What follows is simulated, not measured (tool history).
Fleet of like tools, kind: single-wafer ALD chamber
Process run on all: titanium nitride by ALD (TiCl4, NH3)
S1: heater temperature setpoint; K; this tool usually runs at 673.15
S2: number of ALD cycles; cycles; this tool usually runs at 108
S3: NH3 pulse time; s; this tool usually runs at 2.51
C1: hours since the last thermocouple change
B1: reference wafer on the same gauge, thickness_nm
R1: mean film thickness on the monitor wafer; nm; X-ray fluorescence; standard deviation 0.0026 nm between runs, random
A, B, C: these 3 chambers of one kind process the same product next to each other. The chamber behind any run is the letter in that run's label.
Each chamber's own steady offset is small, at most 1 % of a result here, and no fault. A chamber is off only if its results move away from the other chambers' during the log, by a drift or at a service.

Run 1C, hour 7.1: usual settings; C1 1639.8; B1 2.3703. Result: R1 2.4251 nm.
Run 2B, hour 14.7: usual settings; C1 1171.2; B1 2.3692. Result: R1 2.4066 nm.
Run 3A, hour 25.9: usual settings; C1 2028.2; B1 2.3694. Result: R1 2.4007 nm.
Run 4A, hour 32: usual settings; C1 2034.3; B1 2.3682. Result: R1 2.4007 nm.
Run 5B, hour 37.2: usual settings; C1 1193.7; B1 2.3682. Result: R1 2.4102 nm.
Run 6C, hour 45.9: usual settings; C1 1678.6; B1 2.3678. Result: R1 2.4239 nm.
Run 7A, hour 54.7: usual settings; C1 2057; B1 2.3685. Result: R1 2.3978 nm.
Run 8C, hour 65.7: usual settings; C1 1698.4; B1 2.3667. Result: R1 2.4205 nm.
Run 9B, hour 74.5: usual settings; C1 1231; B1 2.3667. Result: R1 2.4078 nm.
At hour 76.9: chamber A: thermocouple changed; heater temperature recalibrated.
Run 10C, hour 82.9: usual settings; C1 1715.6; B1 2.3665. Result: R1 2.4274 nm.
Run 11A, hour 91.1: usual settings; C1 14.2; B1 2.3664. Result: R1 2.4001 nm.
Run 12B, hour 101.8: usual settings; C1 1258.3; B1 2.3652. Result: R1 2.4025 nm.
Run 13C, hour 111.2: usual settings; C1 1743.9; B1 2.3659. Result: R1 2.425 nm.
Run 14A, hour 122.1: usual settings; C1 45.2; B1 2.3656. Result: R1 2.3978 nm.
Run 15B, hour 132.4: usual settings; C1 1288.9; B1 2.3641. Result: R1 2.4056 nm.
Run 16C, hour 143.3: usual settings; C1 1776; B1 2.3639. Result: R1 2.4216 nm.
Run 17A, hour 149.9: usual settings; C1 73; B1 2.3638. Result: R1 2.3954 nm.
Run 18B, hour 159: usual settings; C1 1315.5; B1 2.3637. Result: R1 2.4027 nm.
Run 19B, hour 169.2: usual settings; C1 1325.7; B1 2.3629. Result: R1 2.4029 nm.
Run 20A, hour 178.3: usual settings; C1 101.4; B1 2.3623. Result: R1 2.399 nm.
Run 21C, hour 184.7: usual settings; C1 1817.4; B1 2.3628. Result: R1 2.4184 nm.
Run 22A, hour 192: usual settings but S2 115 cycles; C1 115.1; B1 2.3622. Result: R1 2.5564 nm.
Run 23B, hour 198.8: usual settings but S2 115 cycles; C1 1355.3; B1 2.3618. Result: R1 2.5577 nm.
Run 24C, hour 204.5: usual settings but S2 115 cycles; C1 1837.2; B1 2.3618. Result: R1 2.5761 nm.
Run 25C, hour 214.2: usual settings; C1 1846.9; B1 2.3609. Result: R1 2.413 nm.
Run 26A, hour 219: usual settings; C1 142.1; B1 2.3609. Result: R1 2.3913 nm.
Run 27B, hour 224.5: usual settings; C1 1381; B1 2.3598. Result: R1 2.3999 nm.
At hour 228.6: chamber C: thermocouple changed; heater temperature recalibrated.
Run 28C, hour 232.6: usual settings; C1 4; B1 2.36. Result: R1 2.4145 nm.
Run 29A, hour 243.1: usual settings; C1 166.2; B1 2.3596. Result: R1 2.3952 nm.

One chamber off, gauge drift, or nothing amiss beyond the chambers' own small offsets? If it is a chamber, which one, and what is the likeliest cause?

No chamber is off; the gauge reading every chamber's wafers drifts, which makes the whole fleet appear to move together.
Cause: gauge reads low (%) = 0.442.
